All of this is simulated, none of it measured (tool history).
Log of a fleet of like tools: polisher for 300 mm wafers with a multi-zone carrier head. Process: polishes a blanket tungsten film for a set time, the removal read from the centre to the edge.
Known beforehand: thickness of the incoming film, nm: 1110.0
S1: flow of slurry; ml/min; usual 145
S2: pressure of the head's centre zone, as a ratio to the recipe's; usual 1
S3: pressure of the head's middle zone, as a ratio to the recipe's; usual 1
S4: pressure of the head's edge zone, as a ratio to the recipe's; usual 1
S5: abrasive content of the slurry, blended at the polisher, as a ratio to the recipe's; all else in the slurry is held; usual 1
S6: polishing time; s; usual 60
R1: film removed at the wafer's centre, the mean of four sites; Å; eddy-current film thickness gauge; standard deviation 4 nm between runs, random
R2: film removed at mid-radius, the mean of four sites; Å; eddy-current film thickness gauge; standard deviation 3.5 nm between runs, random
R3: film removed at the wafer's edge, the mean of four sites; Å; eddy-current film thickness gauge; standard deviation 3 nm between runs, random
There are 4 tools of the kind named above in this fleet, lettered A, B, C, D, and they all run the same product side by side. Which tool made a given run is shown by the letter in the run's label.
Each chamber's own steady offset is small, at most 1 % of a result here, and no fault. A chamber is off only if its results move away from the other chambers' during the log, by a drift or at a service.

run    day   S1  S2    S3  S4   S5  S6      R1      R2      R3
 1C  0.317  145   1     1   1    1  60  3481.9  3438.5  3418.9
 2A  0.621  145   1     1   1    1  60  3402.8  3408.9  3470.1
 3D  0.788  145   1     1   1    1  60    3317  3433.9  3438.5
     0.983  -- chamber C: worn pad replaced by a new one
 4B  1.142  145   1     1   1    1  60  3450.4  3415.3  3364.3
 5D  1.492  145   1     1   1    1  60  3365.6  3404.1  3354.1
 6B  1.696  145   1     1   1    1  60  3378.7  3411.9  3366.7
 7A  2.079  145   1     1   1    1  60  3465.9  3414.7  3430.1
 8C  2.438  145   1     1   1    1  60  3463.8  3497.9    3416
 9B  2.612  145   1  0.94   1    1  60  3379.6  3252.3  3425.6
10A  2.862  145   1  0.94   1    1  60  3374.1    3184  3457.9
     2.962  -- chamber C: centre zone pressure recalibrated
11C   3.25  145   1  0.94   1    1  60  3195.6  3210.6  3401.2
12D  3.538  145   1  0.94   1    1  60  3416.6  3244.4  3446.4
13A  3.871  145   1     1   1    1  60  3407.8  3417.7    3444
14C  4.162  110   1     1   1    1  60  3037.6  3283.1  3350.1
     4.338  -- chamber A: slurry nozzle cleaned
15D  4.404  110   1     1   1    1  60  3120.8  3200.7  3298.6
16B  4.642  110   1     1   1    1  60    3140  3202.3  3282.6
     4.646  -- chamber A: worn pad replaced by a new one
17B  4.875  110   1     1   1    1  60  3208.8  3209.1  3309.8
18C  5.096  145   1     1   1    1  60  3259.8  3420.1  3395.3
19A  5.362  145   1     1   1    1  60    3452  3408.3  3446.1
20D   5.75  145   1     1   1    1  60  3449.4  3424.4  3413.3
21C  5.967  145   1     1   1    1  60  3203.1  3403.1  3396.2
     6.188  -- chamber B: worn pad replaced by a new one
22A  6.262  145   1     1   1    1  60  3426.9  3374.5  3483.9
23B  6.533  145   1     1   1    1  60  3430.6  3404.7  3466.4
24D  6.804  145   1     1   1    1  60  3426.8  3432.7  3432.2
25D  7.133  145   1     1   1    1  60  3404.9    3416  3348.9
26B  7.358  170   1     1   1  0.8  60  3354.7  3300.7  3332.1

Decide between three cases: one chamber stands off from its peers, the gauge reading all wafers drifts, or nothing is wrong past each chamber's small offset. Where a chamber is off, say which and what most likely put it there.

Chamber C has stood off from the others ever since a service on it.
Cause: centre zone's pressure below its setpoint, % = 6.19.

Chamber C could run next with any of the 4 candidate recipes listed below; each alters the usual settings, and their results appear as question marks. Which one brings its results back in line with what the other chambers deliver on the usual settings?
Counts as in line when no further than this from what the other chambers average on the usual settings: R1 140 Å; R2 120 Å; R3 100 Å
27C-1  7.633  140  0.95  1.01  1.01   1  60   ?   ?   ?
27C-2  7.633  150   1.1  0.97  0.97   1  61   ?   ?   ?
27C-3  7.633  150  1.05  0.99  0.99   1  60   ?   ?   ?
27C-4  7.633  140   0.9  1.03  1.03   1  59   ?   ?   ?

The other chambers' mean on the usual settings: R1 3426.3 Å; R2 3427.1 Å; R3 3432.2 Å
  run      R1      R2      R3
27C-1  2995.8  3417.5  3449.2
27C-2  3638.6  3389.8  3468.2
27C-3    3400  3398.2  3446.8
27C-4  2772.4  3422.7    3426
27C-3 puts the chamber back in line with the other chambers.
